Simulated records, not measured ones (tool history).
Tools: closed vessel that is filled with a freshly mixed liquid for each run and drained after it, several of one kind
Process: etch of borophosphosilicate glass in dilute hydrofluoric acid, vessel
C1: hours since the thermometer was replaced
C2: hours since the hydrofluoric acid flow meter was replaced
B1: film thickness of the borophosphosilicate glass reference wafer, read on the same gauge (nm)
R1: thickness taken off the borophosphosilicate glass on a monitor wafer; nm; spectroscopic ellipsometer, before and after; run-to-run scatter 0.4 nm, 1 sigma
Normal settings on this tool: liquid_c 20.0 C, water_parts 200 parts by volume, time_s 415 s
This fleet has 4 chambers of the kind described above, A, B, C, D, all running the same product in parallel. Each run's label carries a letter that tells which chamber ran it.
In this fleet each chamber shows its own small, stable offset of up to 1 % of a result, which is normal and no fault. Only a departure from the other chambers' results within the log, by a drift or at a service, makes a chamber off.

{"run": "1B", "day": 0.333, "liquid_c": 20.0, "water_parts": 200, "time_s": 415, "C1": 97.3, "C2": 1552.7, "B1": 129.97, "R1": 56.02}
{"run": "2A", "day": 0.596, "liquid_c": 20.0, "water_parts": 200, "time_s": 415, "C1": 202.4, "C2": 1216.0, "B1": 129.98, "R1": 56.484}
{"run": "3D", "day": 0.917, "liquid_c": 20.0, "water_parts": 200, "time_s": 415, "C1": 988.4, "C2": 244.8, "B1": 130.0, "R1": 56.615}
{"run": "4C", "day": 1.158, "liquid_c": 20.0, "water_parts": 200, "time_s": 415, "C1": 549.1, "C2": 176.1, "B1": 129.96, "R1": 56.793}
{"day": 1.338, "done": "chamber B: hydrofluoric acid flow meter replaced"}
{"run": "5B", "day": 1.479, "liquid_c": 20.0, "water_parts": 200, "time_s": 415, "C1": 124.8, "C2": 3.5, "B1": 130.01, "R1": 57.292}
{"run": "6D", "day": 1.662, "liquid_c": 20.0, "water_parts": 200, "time_s": 415, "C1": 1006.3, "C2": 262.7, "B1": 129.97, "R1": 56.978}
{"run": "7C", "day": 1.842, "liquid_c": 20.0, "water_parts": 200, "time_s": 415, "C1": 565.5, "C2": 192.5, "B1": 130.0, "R1": 55.78}
{"run": "8A", "day": 2.038, "liquid_c": 23.5, "water_parts": 240, "time_s": 415, "C1": 237.0, "C2": 1250.6, "B1": 130.0, "R1": 51.943}
{"run": "9D", "day": 2.329, "liquid_c": 23.5, "water_parts": 240, "time_s": 415, "C1": 1022.3, "C2": 278.7, "B1": 130.01, "R1": 52.201}
{"run": "10C", "day": 2.512, "liquid_c": 23.5, "water_parts": 240, "time_s": 415, "C1": 581.6, "C2": 208.6, "B1": 130.01, "R1": 51.357}
{"run": "11A", "day": 2.842, "liquid_c": 23.5, "water_parts": 240, "time_s": 415, "C1": 256.3, "C2": 1269.9, "B1": 130.01, "R1": 52.392}
{"run": "12B", "day": 3.088, "liquid_c": 20.0, "water_parts": 200, "time_s": 415, "C1": 163.4, "C2": 42.1, "B1": 129.99, "R1": 56.497}
{"run": "13C", "day": 3.396, "liquid_c": 20.0, "water_parts": 200, "time_s": 415, "C1": 602.8, "C2": 229.8, "B1": 129.99, "R1": 56.948}
{"run": "14B", "day": 3.575, "liquid_c": 20.0, "water_parts": 200, "time_s": 415, "C1": 175.1, "C2": 53.8, "B1": 130.0, "R1": 56.251}
{"run": "15D", "day": 3.883, "liquid_c": 20.0, "water_parts": 200, "time_s": 415, "C1": 1059.6, "C2": 316.0, "B1": 130.02, "R1": 56.414}
{"run": "16A", "day": 4.079, "liquid_c": 20.0, "water_parts": 200, "time_s": 415, "C1": 286.0, "C2": 1299.6, "B1": 130.0, "R1": 58.181}
{"run": "17C", "day": 4.383, "liquid_c": 20.0, "water_parts": 200, "time_s": 415, "C1": 626.5, "C2": 253.5, "B1": 130.02, "R1": 55.638}
{"run": "18B", "day": 4.708, "liquid_c": 20.0, "water_parts": 200, "time_s": 415, "C1": 202.3, "C2": 81.0, "B1": 129.98, "R1": 57.141}
{"run": "19A", "day": 4.979, "liquid_c": 20.0, "water_parts": 120, "time_s": 415, "C1": 307.6, "C2": 1321.2, "B1": 129.98, "R1": 106.13}
{"run": "20D", "day": 5.183, "liquid_c": 20.0, "water_parts": 120, "time_s": 415, "C1": 1090.8, "C2": 347.2, "B1": 130.02, "R1": 103.09}
{"run": "21C", "day": 5.388, "liquid_c": 20.0, "water_parts": 120, "time_s": 415, "C1": 650.6, "C2": 277.6, "B1": 130.01, "R1": 102.82}
{"run": "22D", "day": 5.721, "liquid_c": 20.0, "water_parts": 120, "time_s": 415, "C1": 1103.7, "C2": 360.1, "B1": 129.99, "R1": 102.67}
{"run": "23A", "day": 6.012, "liquid_c": 20.0, "water_parts": 200, "time_s": 415, "C1": 332.4, "C2": 1346.0, "B1": 129.98, "R1": 58.625}
{"run": "24B", "day": 6.188, "liquid_c": 20.0, "water_parts": 200, "time_s": 415, "C1": 237.8, "C2": 116.5, "B1": 129.99, "R1": 57.002}
{"run": "25A", "day": 6.35, "liquid_c": 20.0, "water_parts": 200, "time_s": 415, "C1": 340.5, "C2": 1354.1, "B1": 129.99, "R1": 59.141}
{"run": "26D", "day": 6.679, "liquid_c": 20.0, "water_parts": 200, "time_s": 415, "C1": 1126.7, "C2": 383.1, "B1": 129.99, "R1": 56.747}
{"run": "27B", "day": 6.846, "liquid_c": 20.0, "water_parts": 200, "time_s": 415, "C1": 253.6, "C2": 132.3, "B1": 130.0, "R1": 56.383}
{"run": "28C", "day": 7.092, "liquid_c": 20.0, "water_parts": 200, "time_s": 415, "C1": 691.5, "C2": 318.5, "B1": 130.0, "R1": 56.207}
{"run": "29C", "day": 7.321, "liquid_c": 20.0, "water_parts": 200, "time_s": 415, "C1": 697.0, "C2": 324.0, "B1": 130.0, "R1": 56.97}
{"day": 7.554, "done": "chamber D: hydrofluoric acid flow meter replaced"}
{"day": 7.592, "done": "chamber A: hydrofluoric acid flow meter replaced"}
{"run": "30A", "day": 7.654, "liquid_c": 20.0, "water_parts": 200, "time_s": 415, "C1": 371.8, "C2": 1.6, "B1": 130.0, "R1": 58.717}
{"run": "31B", "day": 7.842, "liquid_c": 20.0, "water_parts": 200, "time_s": 415, "C1": 277.5, "C2": 156.2, "B1": 129.97, "R1": 56.896}
{"run": "32D", "day": 8.162, "liquid_c": 20.0, "water_parts": 200, "time_s": 415, "C1": 1162.3, "C2": 14.7, "B1": 129.98, "R1": 56.476}
{"run": "33C", "day": 8.308, "liquid_c": 20.0, "water_parts": 200, "time_s": 415, "C1": 720.7, "C2": 347.7, "B1": 130.01, "R1": 56.54}
{"run": "34D", "day": 8.575, "liquid_c": 20.0, "water_parts": 200, "time_s": 415, "C1": 1172.2, "C2": 24.6, "B1": 129.99, "R1": 56.586}
{"run": "35A", "day": 8.771, "liquid_c": 20.0, "water_parts": 200, "time_s": 415, "C1": 398.6, "C2": 28.4, "B1": 129.99, "R1": 60.121}

One chamber off, gauge drift, or nothing amiss beyond the chambers' own small offsets? If it is a chamber, which one, and what is the likeliest cause?

It is chamber A that slowly wanders off from its peers.
Cause: liquid hotter than its thermometer reads (K) = 1.65.

Here are 4 candidates for chamber A's next run, each the usual settings with a change, their results left as question marks. Which one brings its results back in line with what the others give on the usual settings?
Allowed miss from the other chambers' usual-settings mean, per result, to count as in line: R1 1.400 nm
{"run": "36A-1", "day": 9.012, "liquid_c": 20.0, "water_parts": 200, "time_s": 390, "R1": "?"}
{"run": "36A-2", "day": 9.012, "liquid_c": 19.5, "water_parts": 215, "time_s": 415, "R1": "?"}
{"run": "36A-3", "day": 9.012, "liquid_c": 20.0, "water_parts": 200, "time_s": 440, "R1": "?"}
{"run": "36A-4", "day": 9.012, "liquid_c": 23.0, "water_parts": 200, "time_s": 415, "R1": "?"}

The other chambers' mean on the usual settings: R1 56.639 nm
run=36A-1 R1=56.641
run=36A-2 R1=54.125
run=36A-3 R1=63.903
run=36A-4 R1=67.411
36A-1 brings the chamber back in line.

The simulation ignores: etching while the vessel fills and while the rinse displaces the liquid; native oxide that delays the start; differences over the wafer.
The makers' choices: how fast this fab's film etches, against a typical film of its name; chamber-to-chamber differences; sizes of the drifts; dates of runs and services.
